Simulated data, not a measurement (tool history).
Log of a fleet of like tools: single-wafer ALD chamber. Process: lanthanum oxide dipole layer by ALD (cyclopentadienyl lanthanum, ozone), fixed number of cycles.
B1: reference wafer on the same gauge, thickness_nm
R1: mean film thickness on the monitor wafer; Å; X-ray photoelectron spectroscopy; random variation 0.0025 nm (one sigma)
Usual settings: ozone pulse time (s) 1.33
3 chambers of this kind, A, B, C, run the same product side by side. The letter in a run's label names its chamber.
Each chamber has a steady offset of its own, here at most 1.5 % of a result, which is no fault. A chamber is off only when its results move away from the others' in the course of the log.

{"run": "1C", "hour": 9.4, "ozone pulse time (s)": 1.33, "B1": 0.54529, "R1": 5.3791}
{"run": "2A", "hour": 23.3, "ozone pulse time (s)": 1.33, "B1": 0.54595, "R1": 5.3699}
{"run": "3B", "hour": 38.1, "ozone pulse time (s)": 1.33, "B1": 0.54547, "R1": 5.4376}
{"hour": 42.1, "done": "chamber A: thermocouple changed; heater temperature recalibrated"}
{"run": "4A", "hour": 45.5, "ozone pulse time (s)": 1.33, "B1": 0.54605, "R1": 5.3602}
{"run": "5B", "hour": 58.2, "ozone pulse time (s)": 1.33, "B1": 0.54602, "R1": 5.4173}
{"run": "6C", "hour": 68.3, "ozone pulse time (s)": 1.83, "B1": 0.54595, "R1": 5.6451}
{"run": "7B", "hour": 75.6, "ozone pulse time (s)": 1.83, "B1": 0.54581, "R1": 5.6408}
{"run": "8C", "hour": 83.7, "ozone pulse time (s)": 1.83, "B1": 0.54634, "R1": 5.6186}
{"run": "9A", "hour": 97.4, "ozone pulse time (s)": 1.33, "B1": 0.54601, "R1": 5.3309}
{"run": "10B", "hour": 111.6, "ozone pulse time (s)": 1.33, "B1": 0.54644, "R1": 5.4124}
{"hour": 113.4, "done": "chamber A: ozone generator serviced"}
{"run": "11A", "hour": 118.7, "ozone pulse time (s)": 1.33, "B1": 0.54609, "R1": 5.3352}
{"run": "12C", "hour": 126.1, "ozone pulse time (s)": 1.33, "B1": 0.54627, "R1": 5.4091}
{"run": "13A", "hour": 136.0, "ozone pulse time (s)": 1.16, "B1": 0.54568, "R1": 5.1441}
{"run": "14B", "hour": 147.8, "ozone pulse time (s)": 1.16, "B1": 0.54565, "R1": 5.2938}
{"run": "15C", "hour": 162.0, "ozone pulse time (s)": 1.16, "B1": 0.54576, "R1": 5.1409}
{"run": "16B", "hour": 171.7, "ozone pulse time (s)": 1.33, "B1": 0.54601, "R1": 5.4344}
{"run": "17C", "hour": 183.3, "ozone pulse time (s)": 1.33, "B1": 0.54605, "R1": 5.3491}
{"run": "18A", "hour": 194.3, "ozone pulse time (s)": 1.33, "B1": 0.54597, "R1": 5.377}
{"run": "19C", "hour": 206.4, "ozone pulse time (s)": 1.33, "B1": 0.54609, "R1": 5.3251}
{"run": "20B", "hour": 215.9, "ozone pulse time (s)": 1.33, "B1": 0.54613, "R1": 5.4533}
{"run": "21A", "hour": 229.8, "ozone pulse time (s)": 1.33, "B1": 0.5459, "R1": 5.3868}
{"run": "22C", "hour": 239.6, "ozone pulse time (s)": 1.33, "B1": 0.54638, "R1": 5.3447}
{"run": "23A", "hour": 249.2, "ozone pulse time (s)": 1.33, "B1": 0.54577, "R1": 5.3627}
{"run": "24B", "hour": 263.2, "ozone pulse time (s)": 1.33, "B1": 0.54588, "R1": 5.3958}
{"run": "25B", "hour": 272.1, "ozone pulse time (s)": 1.33, "B1": 0.54591, "R1": 5.4279}
{"run": "26A", "hour": 282.3, "ozone pulse time (s)": 1.33, "B1": 0.54566, "R1": 5.4046}
{"run": "27C", "hour": 292.6, "ozone pulse time (s)": 1.33, "B1": 0.54606, "R1": 5.2648}
{"run": "28C", "hour": 303.9, "ozone pulse time (s)": 1.33, "B1": 0.54599, "R1": 5.2533}
{"run": "29B", "hour": 316.5, "ozone pulse time (s)": 1.05, "B1": 0.54573, "R1": 5.098}
{"run": "30A", "hour": 326.6, "ozone pulse time (s)": 1.05, "B1": 0.54599, "R1": 5.0047}
{"run": "31B", "hour": 339.4, "ozone pulse time (s)": 1.05, "B1": 0.54577, "R1": 5.0841}
{"run": "32A", "hour": 354.5, "ozone pulse time (s)": 1.09, "B1": 0.54555, "R1": 5.1008}
{"run": "33C", "hour": 363.5, "ozone pulse time (s)": 1.09, "B1": 0.54605, "R1": 4.9929}
{"run": "34A", "hour": 373.9, "ozone pulse time (s)": 1.09, "B1": 0.54554, "R1": 5.0979}
{"run": "35C", "hour": 382.9, "ozone pulse time (s)": 1.33, "B1": 0.54571, "R1": 5.2504}
{"run": "36B", "hour": 393.1, "ozone pulse time (s)": 1.33, "B1": 0.54589, "R1": 5.4262}
{"run": "37C", "hour": 401.0, "ozone pulse time (s)": 1.33, "B1": 0.54617, "R1": 5.2099}
{"run": "38B", "hour": 413.8, "ozone pulse time (s)": 1.33, "B1": 0.54584, "R1": 5.4224}
{"run": "39A", "hour": 421.5, "ozone pulse time (s)": 1.06, "B1": 0.54646, "R1": 5.1011}
{"run": "40A", "hour": 435.6, "ozone pulse time (s)": 1.06, "B1": 0.54617, "R1": 5.0299}
{"run": "41B", "hour": 446.7, "ozone pulse time (s)": 1.06, "B1": 0.54592, "R1": 5.0955}

All 3 chambers run these settings next. Forecast each chamber's results:
{"run": "42A", "hour": 457.6, "ozone pulse time (s)": 1.33, "R1": "?"}
{"run": "42B", "hour": 457.6, "ozone pulse time (s)": 1.33, "R1": "?"}
{"run": "42C", "hour": 457.6, "ozone pulse time (s)": 1.33, "R1": "?"}

run=42A R1=5.3499
run=42B R1=5.3954
run=42C R1=5.1597

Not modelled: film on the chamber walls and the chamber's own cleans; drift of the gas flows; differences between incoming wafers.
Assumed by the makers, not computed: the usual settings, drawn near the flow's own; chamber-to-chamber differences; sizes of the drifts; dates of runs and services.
